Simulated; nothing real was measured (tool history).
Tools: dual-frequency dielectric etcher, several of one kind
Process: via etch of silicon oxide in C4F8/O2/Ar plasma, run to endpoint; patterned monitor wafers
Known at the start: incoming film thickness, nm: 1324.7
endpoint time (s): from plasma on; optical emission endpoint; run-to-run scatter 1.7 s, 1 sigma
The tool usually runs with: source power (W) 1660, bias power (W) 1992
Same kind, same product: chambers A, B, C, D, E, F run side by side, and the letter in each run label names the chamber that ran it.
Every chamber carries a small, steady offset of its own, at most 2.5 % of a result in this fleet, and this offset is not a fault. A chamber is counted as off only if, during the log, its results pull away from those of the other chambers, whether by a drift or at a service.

run	hour	source power (W)	bias power (W)	hours since the last wet clean	hours since the last source power generator calibration	hours since the last bias power generator calibration	endpoint time (s)
1F	3.1	1660	1992	399.2	1921.2	3898.8	284.62
2A	8.1	1660	1992	427.0	4203.8	2004.5	285.06
3D	11.5	1660	1992	198.0	742.3	1633.6	284.10
4E	15.7	1660	1992	61.4	1439.8	1840.1	286.71
5B	18.4	1660	1992	264.2	709.4	2270.8	280.58
6C	22.3	1660	1992	469.1	2307.7	1037.1	276.68
7D	26.3	1660	1992	212.8	757.1	1648.4	281.52
8F	31.2	1660	1992	427.3	1949.3	3926.9	280.68
9A	34.5	1660	1992	453.4	4230.2	2030.9	279.25
10C	36.8	1470	1992	483.6	2322.2	1051.6	287.98
11E	39.3	1470	1992	85.0	1463.4	1863.7	297.17
12B	42.7	1470	1992	288.5	733.7	2295.1	295.27
13D	47.3	1470	1992	233.8	778.1	1669.4	293.55
14E	50.7	1470	1992	96.4	1474.8	1875.1	295.77
15A	55.7	1470	1992	474.6	4251.4	2052.1	294.73
16F	59.3	1660	1992	455.4	1977.4	3955.0	285.87
17B	61.8	1490	1992	307.6	752.8	2314.2	293.25
18C	64.1	1490	1992	510.9	2349.5	1078.9	287.03
19C	68.0	1490	1992	514.8	2353.4	1082.8	289.47
20B	72.5	1490	1992	318.3	763.5	2324.9	295.38
21A	75.7	1490	1992	494.6	4271.4	2072.1	291.91
# hour 77.1: chamber C: wet clean of the chamber
22D	78.6	1490	1992	265.1	809.4	1700.7	293.25
23F	82.6	1660	1992	478.7	2000.7	3978.3	288.64
24E	87.4	1660	1992	133.1	1511.5	1911.8	281.54
25F	90.0	1660	1992	486.1	2008.1	3985.7	290.47
26A	92.2	1660	1992	511.1	4287.9	2088.6	282.27
27B	95.7	1660	1992	341.5	786.7	2348.1	282.88
# hour 97.8: chamber B: wet clean of the chamber
28E	99.4	1830	2472	145.1	1523.5	1923.8	254.17
29C	104.4	1830	2472	27.3	2389.8	1119.2	248.70
30D	109.4	1830	2472	295.9	840.2	1731.5	253.86
31B	111.7	1830	2472	13.9	802.7	2364.1	255.44
32D	114.4	1830	2472	300.9	845.2	1736.5	254.86
33E	119.2	1830	2472	164.9	1543.3	1943.6	257.28
34C	124.0	1660	1992	46.9	2409.4	1138.8	273.62
35A	128.7	1660	1992	547.6	4324.4	2125.1	284.04
36F	131.7	1660	1992	527.8	2049.8	4027.4	293.00
37E	135.0	1660	1992	180.7	1559.1	1959.4	283.67
38A	137.8	1660	1992	556.7	4333.5	2134.2	278.75

Is one chamber off against the others, does the gauge drift, or is nothing wrong? If a chamber is off, say which, and what the likeliest cause is.

Little by little, chamber F moves away from the other chambers.
Cause: etch rate under this chamber's usual, % = 3.78.

Below are 4 candidate recipes for chamber F's next run, each the usual settings with a change, their results shown as question marks. Which of them brings F's results back in line with what the other chambers give on the usual settings?
In line means no further than this from the other chambers' mean on the usual settings: endpoint time (s) 5.80
39F-1	141.4	1890	2192				?
39F-2	141.4	1430	1792				?
39F-3	141.4	1850	1992				?
39F-4	141.4	1470	1992				?

On the usual settings, the other chambers give on average: endpoint time (s) 281.26
run	endpoint time (s)
39F-1	271.81
39F-2	321.74
39F-3	281.93
39F-4	308.55
39F-3 puts the chamber back in line with the other chambers.
